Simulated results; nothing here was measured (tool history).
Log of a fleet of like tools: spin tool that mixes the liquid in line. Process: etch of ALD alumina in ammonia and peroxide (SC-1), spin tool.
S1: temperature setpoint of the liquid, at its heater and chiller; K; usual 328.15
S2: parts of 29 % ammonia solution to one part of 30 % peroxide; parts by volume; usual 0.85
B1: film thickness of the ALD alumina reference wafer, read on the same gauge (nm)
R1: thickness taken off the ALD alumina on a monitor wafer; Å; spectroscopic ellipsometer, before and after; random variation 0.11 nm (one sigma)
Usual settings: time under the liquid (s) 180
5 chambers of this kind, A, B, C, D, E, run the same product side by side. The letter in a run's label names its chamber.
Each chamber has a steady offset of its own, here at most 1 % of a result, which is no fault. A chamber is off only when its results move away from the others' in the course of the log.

run 1D hour=3.8 | S1=328.15 S2=0.85 time_under_the_liquid_(s)=180 | B1=89.997 | R1=114.63
-- hour=6 chamber A: heated supply line repaired
run 2C hour=10.7 | S1=328.15 S2=0.85 time_under_the_liquid_(s)=180 | B1=89.977 | R1=116.6
run 3E hour=18.1 | S1=328.15 S2=0.85 time_under_the_liquid_(s)=180 | B1=89.999 | R1=117.86
-- hour=23.1 chamber E: thermometer replaced
run 4B hour=23.9 | S1=328.15 S2=0.85 time_under_the_liquid_(s)=180 | B1=90.005 | R1=114.91
run 5A hour=28.8 | S1=328.15 S2=0.85 time_under_the_liquid_(s)=90 | B1=90.027 | R1=57.994
run 6D hour=33.9 | S1=328.15 S2=0.85 time_under_the_liquid_(s)=90 | B1=90.019 | R1=56.731
run 7E hour=41.2 | S1=328.15 S2=0.85 time_under_the_liquid_(s)=90 | B1=89.998 | R1=58.707
run 8C hour=46.8 | S1=328.15 S2=0.85 time_under_the_liquid_(s)=90 | B1=89.989 | R1=58.57
run 9B hour=50.9 | S1=328.15 S2=0.85 time_under_the_liquid_(s)=90 | B1=90.013 | R1=58.908
run 10A hour=58.7 | S1=328.15 S2=0.85 time_under_the_liquid_(s)=180 | B1=90.027 | R1=118.86
run 11A hour=65.8 | S1=328.15 S2=0.85 time_under_the_liquid_(s)=180 | B1=89.996 | R1=117.65
-- hour=69.2 chamber B: new drum of ammonia solution connected
run 12C hour=72.8 | S1=319.15 S2=1.2 time_under_the_liquid_(s)=180 | B1=90.012 | R1=72.724
run 13B hour=80.6 | S1=319.15 S2=1.2 time_under_the_liquid_(s)=180 | B1=90.035 | R1=73.254
run 14E hour=84.5 | S1=319.15 S2=1.2 time_under_the_liquid_(s)=180 | B1=89.983 | R1=73.116
run 15D hour=91.2 | S1=319.15 S2=1.2 time_under_the_liquid_(s)=180 | B1=90.009 | R1=72.923
run 16E hour=96.8 | S1=319.15 S2=1.2 time_under_the_liquid_(s)=180 | B1=89.991 | R1=73.75
run 17D hour=102.7 | S1=328.15 S2=0.85 time_under_the_liquid_(s)=180 | B1=90.015 | R1=114.48
run 18B hour=110.6 | S1=321.65 S2=0.85 time_under_the_liquid_(s)=180 | B1=89.995 | R1=83.052
run 19C hour=117.2 | S1=321.65 S2=0.85 time_under_the_liquid_(s)=180 | B1=90.011 | R1=78.236
run 20A hour=122.8 | S1=321.65 S2=0.85 time_under_the_liquid_(s)=180 | B1=89.993 | R1=81.09
-- hour=126.3 chamber E: ammonia flow meter replaced
run 21D hour=126.3 | S1=321.65 S2=0.85 time_under_the_liquid_(s)=180 | B1=89.997 | R1=80.208
run 22E hour=131.6 | S1=321.65 S2=0.85 time_under_the_liquid_(s)=180 | B1=89.985 | R1=82.436
run 23A hour=135.5 | S1=328.15 S2=0.85 time_under_the_liquid_(s)=180 | B1=89.986 | R1=117.17
run 24C hour=142.4 | S1=328.15 S2=0.85 time_under_the_liquid_(s)=180 | B1=90.018 | R1=111.56
run 25B hour=149.8 | S1=328.15 S2=0.85 time_under_the_liquid_(s)=180 | B1=89.987 | R1=118.13
run 26B hour=157.5 | S1=328.15 S2=0.85 time_under_the_liquid_(s)=180 | B1=90.008 | R1=117.04
run 27E hour=162 | S1=337.65 S2=0.85 time_under_the_liquid_(s)=180 | B1=90.001 | R1=190.77
run 28D hour=167.5 | S1=337.65 S2=0.85 time_under_the_liquid_(s)=180 | B1=90.013 | R1=186.06
run 29C hour=175.4 | S1=337.65 S2=0.85 time_under_the_liquid_(s)=180 | B1=90.022 | R1=176.11
-- hour=177.9 chamber C: ammonia flow meter replaced
run 30A hour=181.7 | S1=337.65 S2=0.85 time_under_the_liquid_(s)=180 | B1=90.027 | R1=190.7
run 31C hour=186.6 | S1=337.65 S2=0.85 time_under_the_liquid_(s)=180 | B1=90.007 | R1=175.49
run 32B hour=190.4 | S1=336.15 S2=0.55 time_under_the_liquid_(s)=180 | B1=90.005 | R1=167.99
run 33E hour=198.1 | S1=336.15 S2=0.55 time_under_the_liquid_(s)=180 | B1=90.01 | R1=172.31
run 34D hour=205.6 | S1=336.15 S2=0.55 time_under_the_liquid_(s)=180 | B1=90.008 | R1=166.62
run 35A hour=213.4 | S1=336.15 S2=0.55 time_under_the_liquid_(s)=180 | B1=89.996 | R1=169.5
run 36D hour=220 | S1=336.15 S2=0.55 time_under_the_liquid_(s)=180 | B1=90.003 | R1=165.24
-- hour=223.8 chamber E: new drum of ammonia solution connected
run 37C hour=227 | S1=328.15 S2=0.85 time_under_the_liquid_(s)=180 | B1=90.001 | R1=105.54
run 38A hour=230.8 | S1=328.15 S2=0.85 time_under_the_liquid_(s)=180 | B1=89.987 | R1=117.39
run 39B hour=237.7 | S1=328.15 S2=0.85 time_under_the_liquid_(s)=180 | B1=89.979 | R1=116.47
run 40E hour=245 | S1=328.15 S2=0.85 time_under_the_liquid_(s)=180 | B1=90.008 | R1=117.74
run 41B hour=251.4 | S1=328.15 S2=0.85 time_under_the_liquid_(s)=180 | B1=89.992 | R1=114.8
run 42D hour=255.8 | S1=328.15 S2=0.85 time_under_the_liquid_(s)=180 | B1=90 | R1=114.86
run 43C hour=260.2 | S1=328.15 S2=0.85 time_under_the_liquid_(s)=180 | B1=90.006 | R1=103.17
run 44A hour=265.9 | S1=328.15 S2=0.85 time_under_the_liquid_(s)=180 | B1=89.967 | R1=116.34

Is one chamber off against the others, does the gauge drift, or is nothing wrong? If a chamber is off, say which, and what the likeliest cause is.

Chamber C drifts away from the others.
Cause: temperature lost on the way to the wafer (K) = 2.12.
The log may not tell that from: liquid colder than its thermometer reads (K).

Here are 4 candidates for chamber C's next run, each the usual settings with a change, their results left as question marks. Which one brings its results back in line with what the others give on the usual settings?
In line means no further than this from the other chambers' mean on the usual settings: R1 3.9 Å
run 45C-1 hour=271.6 | S1=328.15 S2=0.85 time_under_the_liquid_(s)=170 | R1=?
run 45C-2 hour=271.6 | S1=327.15 S2=0.85 time_under_the_liquid_(s)=170 | R1=?
run 45C-3 hour=271.6 | S1=329.15 S2=0.85 time_under_the_liquid_(s)=195 | R1=?
run 45C-4 hour=271.6 | S1=329.15 S2=0.85 time_under_the_liquid_(s)=180 | R1=?

The other chambers' mean on the usual settings: R1 116.29 Å
run=45C-1 R1=97.261
run=45C-2 R1=92.234
run=45C-3 R1=117.66
run=45C-4 R1=108.61
45C-3 brings the chamber back in line.
